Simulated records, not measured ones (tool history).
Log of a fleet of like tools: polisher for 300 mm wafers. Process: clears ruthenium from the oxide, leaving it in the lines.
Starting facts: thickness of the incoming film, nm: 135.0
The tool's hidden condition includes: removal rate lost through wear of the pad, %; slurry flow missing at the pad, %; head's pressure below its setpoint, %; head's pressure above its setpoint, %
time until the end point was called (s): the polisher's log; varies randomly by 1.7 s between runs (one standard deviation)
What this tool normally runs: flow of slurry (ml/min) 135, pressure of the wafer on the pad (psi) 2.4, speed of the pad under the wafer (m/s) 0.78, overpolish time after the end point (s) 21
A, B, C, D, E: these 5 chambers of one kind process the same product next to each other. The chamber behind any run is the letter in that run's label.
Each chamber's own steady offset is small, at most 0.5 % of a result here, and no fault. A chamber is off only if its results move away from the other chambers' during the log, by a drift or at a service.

run   hour  flow of slurry (ml/min)  pressure of the wafer on the pad (psi)  speed of the pad under the wafer (m/s)  overpolish time after the end point (s)  wafers polished on this pad  hours since the slurry nozzle was cleaned  hours since the head pressure was calibrated  time until the end point was called (s)
 1A    4.7                      135                                     2.4                                    0.78                                       21                          261                                      108.7                                          20.3                                  116.930
 2C   10.4                      135                                     2.4                                    0.78                                       21                          456                                      541.6                                         563.6                                  114.060
 3E   14.7                      135                                     2.4                                    0.78                                       21                          270                                      501.5                                         634.5                                  116.320
 4B   18.2                      135                                     2.4                                    0.78                                       21                          868                                      303.3                                         526.9                                  116.200
 5D   23.3                      135                                     2.4                                    0.78                                       21                          254                                      449.6                                         278.9                                  116.030
 6B   26.2                      135                                     2.4                                    0.78                                       21                          901                                      311.3                                         534.9                                  113.350
      28.8  -- chamber C: head pressure recalibrated
 7E   32.1                      160                                     2.4                                    0.78                                       21                          340                                      518.9                                         651.9                                  110.790
 8A   35.6                      160                                     2.4                                    0.78                                       21                          385                                      139.6                                          51.2                                  108.590
 9D   40.1                      160                                     2.4                                    0.78                                       21                          322                                      466.4                                         295.7                                  111.920
10C   43.1                      160                                     2.4                                    0.78                                       21                          587                                      574.3                                          14.4                                  110.720
11E   46.4                      160                                     2.4                                    0.78                                       21                          397                                      533.2                                         666.2                                  113.010
12D   49.8                      135                                     2.4                                    0.78                                       21                          361                                      476.1                                         305.4                                  113.100
13C   53.3                      135                                     2.4                                    0.78                                       21                          628                                      584.5                                          24.6                                  113.820
14A   57.2                      135                                     2.4                                    0.78                                       21                          472                                      161.2                                          72.8                                  116.100
15B   62.8                      135                                     2.4                                    0.78                                       21                         1048                                      347.9                                         571.5                                  116.450
16D   67.6                      135                                     2.4                                    0.78                                       21                          433                                      493.9                                         323.2                                  112.770
17A   70.9                      135                                     2.4                                    0.78                                       21                          528                                      174.9                                          86.5                                  113.260
18C   76.3                      135                                     2.4                                    0.78                                       21                          721                                      607.5                                          47.6                                  112.780
19B   81.8                      135                                     2.4                                    0.78                                       21                         1125                                      366.9                                         590.5                                  115.320
20E   86.1                      135                                     2.4                                    0.78                                       21                          557                                      572.9                                         705.9                                  117.020
21D   90.5                      135                                     2.4                                    0.78                                       21                          525                                      516.8                                         346.1                                  114.090
22E   95.7                      135                                     1.9                                    0.90                                       21                          596                                      582.5                                         715.5                                  127.070
23C   98.5                      135                                     1.9                                    0.90                                       21                          811                                      629.7                                          69.8                                  126.220
     102.9  -- chamber E: slurry nozzle cleaned
24B  103.0                      135                                     1.9                                    0.90                                       21                         1210                                      388.1                                         611.7                                  123.950
     106.7  -- chamber D: worn pad replaced by a new one
25A  108.5                      135                                     1.9                                    0.90                                       21                          679                                      212.5                                         124.1                                  127.400
26E  113.9                      135                                     1.9                                    0.90                                       21                          669                                       11.1                                         733.7                                  124.640
27B  117.2                      135                                     2.4                                    0.78                                       21                         1267                                      402.3                                         625.9                                  116.020
28C  122.3                      135                                     2.4                                    0.78                                       21                          907                                      653.5                                          93.6                                  116.030
29D  125.3                      135                                     2.4                                    0.78                                       21                           75                                      551.6                                         380.9                                  113.150
30A  129.2                      135                                     2.4                                    0.78                                       21                          762                                      233.2                                         144.8                                  116.250
31C  133.7                      135                                     2.4                                    0.78                                       21                          952                                      664.9                                         105.0                                  113.420

All chambers now run identical settings, listed one chamber a line with results as question marks. What results will each chamber show?
32A  138.0                      135                                     2.9                                    0.78                                       21                                                                                                                                                              ?
32B  138.0                      135                                     2.9                                    0.78                                       21                                                                                                                                                              ?
32C  138.0                      135                                     2.9                                    0.78                                       21                                                                                                                                                              ?
32D  138.0                      135                                     2.9                                    0.78                                       21                                                                                                                                                              ?
32E  138.0                      135                                     2.9                                    0.78                                       21                                                                                                                                                              ?

run  time until the end point was called (s)
32A                                   94.542
32B                                   95.865
32C                                   93.528
32D                                   95.783
32E                                   94.799

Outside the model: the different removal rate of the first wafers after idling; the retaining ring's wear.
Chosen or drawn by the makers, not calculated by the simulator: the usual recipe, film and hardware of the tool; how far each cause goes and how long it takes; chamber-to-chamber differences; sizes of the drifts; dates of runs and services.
